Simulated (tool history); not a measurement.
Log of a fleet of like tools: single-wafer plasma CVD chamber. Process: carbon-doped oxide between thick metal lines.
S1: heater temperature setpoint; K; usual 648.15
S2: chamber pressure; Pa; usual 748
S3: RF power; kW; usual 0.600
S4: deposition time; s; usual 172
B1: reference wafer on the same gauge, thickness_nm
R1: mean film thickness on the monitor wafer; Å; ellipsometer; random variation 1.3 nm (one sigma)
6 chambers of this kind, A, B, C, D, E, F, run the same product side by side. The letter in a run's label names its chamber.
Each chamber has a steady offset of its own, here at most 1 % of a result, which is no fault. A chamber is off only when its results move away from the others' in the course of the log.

| run | hour | S1 | S2 | S3 | S4 | B1 | R1 |
|---|---|---|---|---|---|---|---|
| 1A | 4.6 | 648.15 | 748 | 0.600 | 172 | 752.08 | 9289.2 |
| 2F | 9.9 | 648.15 | 748 | 0.600 | 172 | 751.75 | 9228.2 |
| 3C | 13.7 | 648.15 | 748 | 0.600 | 172 | 751.37 | 9231.3 |
| 4B | 17.3 | 648.15 | 748 | 0.600 | 172 | 751.73 | 9353.6 |
| 5D | 22.6 | 648.15 | 748 | 0.600 | 172 | 751.53 | 9281.3 |
| 6E | 27.4 | 648.15 | 748 | 0.600 | 172 | 751.21 | 9205.6 |
| 7B | 32.6 | 648.15 | 748 | 0.600 | 172 | 751.01 | 9349.7 |
| 8E | 36.1 | 648.15 | 748 | 0.600 | 172 | 751.43 | 9229.6 |
| 9A | 39.9 | 648.15 | 748 | 0.600 | 172 | 751.18 | 9268.2 |
|  | 43.3 | chamber C: capacitance manometer re-zeroed and calibrated |
| 10F | 43.7 | 648.15 | 748 | 0.600 | 172 | 751.07 | 9199.5 |
| 11D | 47.0 | 648.15 | 748 | 0.600 | 172 | 750.92 | 9262.1 |
| 12C | 52.0 | 648.15 | 748 | 0.600 | 172 | 750.58 | 9232.4 |
| 13D | 55.4 | 648.15 | 748 | 0.600 | 172 | 750.74 | 9247.7 |
| 14A | 60.7 | 648.15 | 748 | 0.600 | 172 | 750.67 | 9270.2 |
| 15B | 65.3 | 648.15 | 748 | 0.600 | 172 | 750.64 | 9339.3 |
| 16C | 68.9 | 648.15 | 824 | 0.600 | 198 | 750.58 | 10769.0 |
| 17E | 72.6 | 648.15 | 824 | 0.600 | 198 | 750.16 | 10715.0 |
| 18F | 77.9 | 648.15 | 824 | 0.600 | 198 | 750.11 | 10698.0 |
| 19E | 82.7 | 648.15 | 824 | 0.600 | 198 | 750.33 | 10730.0 |
| 20B | 87.4 | 648.15 | 824 | 0.600 | 198 | 749.91 | 10853.0 |
| 21C | 90.5 | 648.15 | 824 | 0.600 | 198 | 749.82 | 10750.0 |
| 22A | 93.2 | 648.15 | 748 | 0.600 | 172 | 749.86 | 9273.8 |
| 23F | 95.8 | 648.15 | 748 | 0.530 | 145 | 749.85 | 7223.2 |
| 24D | 98.3 | 648.15 | 748 | 0.530 | 145 | 749.76 | 7253.2 |
| 25F | 103.4 | 648.15 | 748 | 0.530 | 145 | 749.52 | 7214.0 |
| 26D | 107.3 | 648.15 | 748 | 0.530 | 145 | 749.41 | 7237.9 |
| 27E | 112.2 | 648.15 | 748 | 0.530 | 145 | 749.30 | 7191.7 |
| 28A | 115.0 | 648.15 | 748 | 0.530 | 145 | 749.19 | 7250.3 |
| 29B | 120.6 | 648.15 | 748 | 0.695 | 200 | 749.20 | 11818.0 |
| 30C | 125.0 | 648.15 | 748 | 0.695 | 200 | 749.27 | 11665.0 |
| 31F | 128.0 | 648.15 | 748 | 0.695 | 200 | 749.10 | 11634.0 |
| 32E | 132.0 | 648.15 | 748 | 0.695 | 200 | 748.83 | 11638.0 |
| 33A | 135.6 | 648.15 | 748 | 0.695 | 200 | 749.06 | 11702.0 |
| 34D | 139.9 | 648.15 | 748 | 0.695 | 200 | 748.78 | 11665.0 |
| 35B | 144.9 | 648.15 | 748 | 0.600 | 172 | 748.79 | 9306.8 |
|  | 145.7 | chamber A: thermocouple changed; heater temperature recalibrated |
| 36C | 148.6 | 648.15 | 748 | 0.600 | 172 | 748.61 | 9207.7 |
| 37D | 152.7 | 648.15 | 748 | 0.600 | 172 | 748.57 | 9225.8 |
| 38F | 156.6 | 648.15 | 748 | 0.600 | 172 | 748.39 | 9180.0 |
| 39E | 161.4 | 648.15 | 748 | 0.500 | 194 | 748.06 | 9235.4 |
| 40A | 164.6 | 648.15 | 748 | 0.500 | 194 | 748.11 | 9351.4 |
| 41C | 169.0 | 648.15 | 748 | 0.500 | 194 | 748.07 | 9298.3 |
| 42B | 172.4 | 648.15 | 748 | 0.500 | 194 | 748.30 | 9394.6 |
| 43A | 177.8 | 648.15 | 748 | 0.500 | 194 | 747.78 | 9342.3 |

What goes on in this fleet: one chamber off, a drifting gauge, or nothing beyond the chambers' own small offsets? Name the chamber and the cause, if any.

The gauge drifts, so all chambers seem to drift together. No chamber is off.
Cause: gauge reads low (%) = 0.563.
